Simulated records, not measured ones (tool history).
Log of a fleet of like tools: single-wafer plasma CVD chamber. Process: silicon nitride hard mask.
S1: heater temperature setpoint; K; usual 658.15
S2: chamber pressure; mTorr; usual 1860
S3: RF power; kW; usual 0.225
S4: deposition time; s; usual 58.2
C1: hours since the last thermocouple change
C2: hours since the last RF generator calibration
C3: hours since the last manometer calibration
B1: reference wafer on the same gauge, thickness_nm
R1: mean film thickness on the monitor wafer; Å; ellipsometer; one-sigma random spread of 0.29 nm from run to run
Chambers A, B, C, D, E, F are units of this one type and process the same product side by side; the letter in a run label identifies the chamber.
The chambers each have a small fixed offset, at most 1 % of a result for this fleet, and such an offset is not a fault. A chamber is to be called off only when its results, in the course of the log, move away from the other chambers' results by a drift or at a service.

{"run": "1B", "hour": 4.4, "S1": 658.15, "S2": 1860, "S3": 0.225, "S4": 58.2, "C1": 617.5, "C2": 773.4, "C3": 468.9, "B1": 68.38, "R1": 576.2}
{"run": "2E", "hour": 7.5, "S1": 658.15, "S2": 1860, "S3": 0.225, "S4": 58.2, "C1": 43.5, "C2": 616.8, "C3": 65.9, "B1": 68.388, "R1": 579.3}
{"run": "3A", "hour": 10.7, "S1": 658.15, "S2": 1860, "S3": 0.225, "S4": 58.2, "C1": 2002.4, "C2": 365, "C3": 1760.8, "B1": 68.474, "R1": 578.34}
{"hour": 11.1, "done": "chamber D: capacitance manometer re-zeroed and calibrated"}
{"run": "4D", "hour": 13.9, "S1": 658.15, "S2": 1860, "S3": 0.225, "S4": 58.2, "C1": 425, "C2": 716.8, "C3": 2.9, "B1": 68.38, "R1": 574.76}
{"run": "5C", "hour": 17.2, "S1": 658.15, "S2": 1860, "S3": 0.225, "S4": 58.2, "C1": 595.4, "C2": 1363.6, "C3": 67.5, "B1": 68.369, "R1": 580.56}
{"run": "6F", "hour": 20.1, "S1": 658.15, "S2": 1860, "S3": 0.225, "S4": 58.2, "C1": 1552.4, "C2": 940.1, "C3": 846.3, "B1": 68.401, "R1": 572.36}
{"run": "7D", "hour": 22.6, "S1": 658.15, "S2": 1860, "S3": 0.225, "S4": 58.2, "C1": 433.7, "C2": 725.5, "C3": 11.6, "B1": 68.427, "R1": 577.62}
{"run": "8E", "hour": 26.8, "S1": 658.15, "S2": 1860, "S3": 0.225, "S4": 58.2, "C1": 62.8, "C2": 636.1, "C3": 85.2, "B1": 68.444, "R1": 576.14}
{"run": "9F", "hour": 30.3, "S1": 658.15, "S2": 1860, "S3": 0.225, "S4": 58.2, "C1": 1562.6, "C2": 950.3, "C3": 856.5, "B1": 68.486, "R1": 570.53}
{"run": "10A", "hour": 32.5, "S1": 650.15, "S2": 1860, "S3": 0.24, "S4": 58.2, "C1": 2024.2, "C2": 386.8, "C3": 1782.6, "B1": 68.325, "R1": 614.93}
{"run": "11C", "hour": 36.2, "S1": 650.15, "S2": 1860, "S3": 0.24, "S4": 58.2, "C1": 614.4, "C2": 1382.6, "C3": 86.5, "B1": 68.425, "R1": 616.81}
{"run": "12B", "hour": 39.1, "S1": 650.15, "S2": 1860, "S3": 0.24, "S4": 58.2, "C1": 652.2, "C2": 808.1, "C3": 503.6, "B1": 68.356, "R1": 599.57}
{"run": "13F", "hour": 42.8, "S1": 650.15, "S2": 1860, "S3": 0.24, "S4": 58.2, "C1": 1575.1, "C2": 962.8, "C3": 869, "B1": 68.361, "R1": 603.45}
{"run": "14C", "hour": 46.8, "S1": 650.15, "S2": 1860, "S3": 0.24, "S4": 58.2, "C1": 625, "C2": 1393.2, "C3": 97.1, "B1": 68.467, "R1": 607.3}
{"hour": 46.9, "done": "chamber C: RF generator calibrated"}
{"run": "15B", "hour": 49.1, "S1": 650.15, "S2": 1860, "S3": 0.24, "S4": 58.2, "C1": 662.2, "C2": 818.1, "C3": 513.6, "B1": 68.47, "R1": 604.22}
{"run": "16E", "hour": 53.4, "S1": 658.15, "S2": 1860, "S3": 0.225, "S4": 58.2, "C1": 89.4, "C2": 662.7, "C3": 111.8, "B1": 68.347, "R1": 579.38}
{"run": "17D", "hour": 57.9, "S1": 658.15, "S2": 1860, "S3": 0.225, "S4": 58.2, "C1": 469, "C2": 760.8, "C3": 46.9, "B1": 68.404, "R1": 574.57}
{"run": "18A", "hour": 61.8, "S1": 658.15, "S2": 1860, "S3": 0.225, "S4": 58.2, "C1": 2053.5, "C2": 416.1, "C3": 1811.9, "B1": 68.465, "R1": 577.85}
{"run": "19D", "hour": 66.4, "S1": 658.15, "S2": 1860, "S3": 0.225, "S4": 58.2, "C1": 477.5, "C2": 769.3, "C3": 55.4, "B1": 68.404, "R1": 577.22}
{"run": "20B", "hour": 70.2, "S1": 658.15, "S2": 1860, "S3": 0.225, "S4": 58.2, "C1": 683.3, "C2": 839.2, "C3": 534.7, "B1": 68.465, "R1": 577.62}
{"run": "21F", "hour": 73.3, "S1": 658.15, "S2": 1860, "S3": 0.225, "S4": 69.5, "C1": 1605.6, "C2": 993.3, "C3": 899.5, "B1": 68.376, "R1": 682.93}
{"run": "22A", "hour": 75.5, "S1": 658.15, "S2": 1860, "S3": 0.225, "S4": 69.5, "C1": 2067.2, "C2": 429.8, "C3": 1825.6, "B1": 68.394, "R1": 690.18}
{"run": "23E", "hour": 78.9, "S1": 658.15, "S2": 1860, "S3": 0.225, "S4": 69.5, "C1": 114.9, "C2": 688.2, "C3": 137.3, "B1": 68.381, "R1": 689.7}
{"run": "24C", "hour": 83.0, "S1": 658.15, "S2": 1860, "S3": 0.225, "S4": 69.5, "C1": 661.2, "C2": 36.2, "C3": 133.3, "B1": 68.446, "R1": 696.22}
{"run": "25D", "hour": 85.9, "S1": 658.15, "S2": 1860, "S3": 0.225, "S4": 69.5, "C1": 497, "C2": 788.8, "C3": 74.9, "B1": 68.384, "R1": 687.83}
{"run": "26E", "hour": 90.3, "S1": 658.15, "S2": 1860, "S3": 0.225, "S4": 69.5, "C1": 126.3, "C2": 699.6, "C3": 148.7, "B1": 68.424, "R1": 692.23}
{"run": "27C", "hour": 93.0, "S1": 658.15, "S2": 1860, "S3": 0.225, "S4": 58.2, "C1": 671.2, "C2": 46.2, "C3": 143.3, "B1": 68.359, "R1": 580.63}
{"run": "28B", "hour": 95.9, "S1": 658.15, "S2": 1860, "S3": 0.225, "S4": 58.2, "C1": 709, "C2": 864.9, "C3": 560.4, "B1": 68.368, "R1": 574.2}
{"run": "29F", "hour": 100.1, "S1": 658.15, "S2": 1860, "S3": 0.225, "S4": 58.2, "C1": 1632.4, "C2": 1020.1, "C3": 926.3, "B1": 68.275, "R1": 575.83}
{"run": "30A", "hour": 103.8, "S1": 658.15, "S2": 1860, "S3": 0.225, "S4": 58.2, "C1": 2095.5, "C2": 458.1, "C3": 1853.9, "B1": 68.369, "R1": 580.82}
{"run": "31E", "hour": 107.8, "S1": 658.15, "S2": 1860, "S3": 0.225, "S4": 58.2, "C1": 143.8, "C2": 717.1, "C3": 166.2, "B1": 68.288, "R1": 574.33}
{"run": "32C", "hour": 109.8, "S1": 658.15, "S2": 1860, "S3": 0.225, "S4": 58.2, "C1": 688, "C2": 63, "C3": 160.1, "B1": 68.392, "R1": 579.38}
{"run": "33B", "hour": 114.2, "S1": 658.15, "S2": 1860, "S3": 0.225, "S4": 58.2, "C1": 727.3, "C2": 883.2, "C3": 578.7, "B1": 68.39, "R1": 574.03}
{"run": "34D", "hour": 118.5, "S1": 658.15, "S2": 1860, "S3": 0.225, "S4": 58.2, "C1": 529.6, "C2": 821.4, "C3": 107.5, "B1": 68.355, "R1": 577.1}
{"run": "35F", "hour": 121.2, "S1": 658.15, "S2": 1860, "S3": 0.225, "S4": 58.2, "C1": 1653.5, "C2": 1041.2, "C3": 947.4, "B1": 68.374, "R1": 575.2}
{"run": "36A", "hour": 125.5, "S1": 658.15, "S2": 1860, "S3": 0.225, "S4": 58.2, "C1": 2117.2, "C2": 479.8, "C3": 1875.6, "B1": 68.425, "R1": 574.07}

Next, all 6 chambers run the settings below, one line each with question marks for the results. What does each chamber give?
{"run": "37A", "hour": 128.8, "S1": 658.15, "S2": 1860, "S3": 0.225, "S4": 58.2, "R1": "?"}
{"run": "37B", "hour": 128.8, "S1": 658.15, "S2": 1860, "S3": 0.225, "S4": 58.2, "R1": "?"}
{"run": "37C", "hour": 128.8, "S1": 658.15, "S2": 1860, "S3": 0.225, "S4": 58.2, "R1": "?"}
{"run": "37D", "hour": 128.8, "S1": 658.15, "S2": 1860, "S3": 0.225, "S4": 58.2, "R1": "?"}
{"run": "37E", "hour": 128.8, "S1": 658.15, "S2": 1860, "S3": 0.225, "S4": 58.2, "R1": "?"}
{"run": "37F", "hour": 128.8, "S1": 658.15, "S2": 1860, "S3": 0.225, "S4": 58.2, "R1": "?"}

run=37A R1=577.65
run=37B R1=574.51
run=37C R1=580.33
run=37D R1=579.34
run=37E R1=584.26
run=37F R1=582.49

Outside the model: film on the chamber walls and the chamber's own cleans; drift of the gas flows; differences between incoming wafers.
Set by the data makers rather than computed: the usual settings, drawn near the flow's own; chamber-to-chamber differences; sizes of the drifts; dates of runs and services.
